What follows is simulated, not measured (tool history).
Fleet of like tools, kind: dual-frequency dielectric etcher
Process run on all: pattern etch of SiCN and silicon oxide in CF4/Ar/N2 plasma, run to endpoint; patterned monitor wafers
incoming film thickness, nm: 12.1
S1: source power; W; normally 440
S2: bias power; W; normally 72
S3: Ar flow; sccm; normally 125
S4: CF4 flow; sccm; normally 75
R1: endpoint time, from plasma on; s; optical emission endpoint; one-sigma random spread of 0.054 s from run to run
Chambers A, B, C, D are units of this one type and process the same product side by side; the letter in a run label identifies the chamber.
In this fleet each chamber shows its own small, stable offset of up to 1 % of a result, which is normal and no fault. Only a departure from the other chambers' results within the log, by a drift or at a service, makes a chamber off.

run,hour,S1,S2,S3,S4,R1
1A,9.9,440,72,125,75,14.820
2C,18.2,440,72,125,75,14.740
3B,24.5,440,72,125,75,14.723
4D,34.3,440,72,125,75,14.733
5A,40.3,440,72,125,75,14.770
6D,48.7,440,72,125,75,14.780
7B,60.8,440,72,125,75,14.740
8C,73.1,440,72,125,75,14.736
# hour 78.5: chamber D: source power generator calibrated
9C,84.0,440,72,125,75,14.801
10B,96.4,440,72,125,75,14.785
11A,104.1,500,58,125,75,14.162
# hour 108.2: chamber A: wet clean of the chamber
12D,112.0,500,58,125,75,13.733
13C,125.7,500,58,125,75,14.272
14D,138.5,500,58,125,75,13.745
15A,147.8,440,72,125,75,14.790
16B,159.0,440,72,125,75,14.689
17B,167.3,440,72,125,75,14.821
18D,179.5,440,72,125,75,14.314
19A,190.9,440,72,125,75,14.732
20C,202.7,440,72,125,75,14.708
21A,212.0,440,72,125,75,14.706
22C,221.7,440,72,125,75,14.752
# hour 224.4: chamber B: CF4 flow controller replaced
23B,228.0,380,72,125,75,16.752
24D,239.8,380,72,125,75,16.204
25B,248.7,380,72,125,75,16.827
26C,258.8,380,72,125,75,16.959

One chamber off, gauge drift, or nothing amiss beyond the chambers' own small offsets? If it is a chamber, which one, and what is the likeliest cause?

Chamber D came out of a service off from its peers and stayed that way.
What lies behind it: source power that arrives over what is set, % = 4.53.

Here are 4 candidates for chamber D's next run, each the usual settings with a change, their results left as question marks. Which one brings its results back in line with what the others give on the usual settings?
Counts as in line when no further than this from what the other chambers average on the usual settings: R1 0.190 s
27D-1,268.7,440,63,132,71,?
27D-2,268.7,440,84,125,75,?
27D-3,268.7,440,80,125,75,?
27D-4,268.7,440,67,129,72,?

On the usual settings, the other chambers give on average: R1 14.767 s
run,R1
27D-1,15.183
27D-2,13.483
27D-3,13.721
27D-4,14.771
27D-4 brings the chamber back in line.
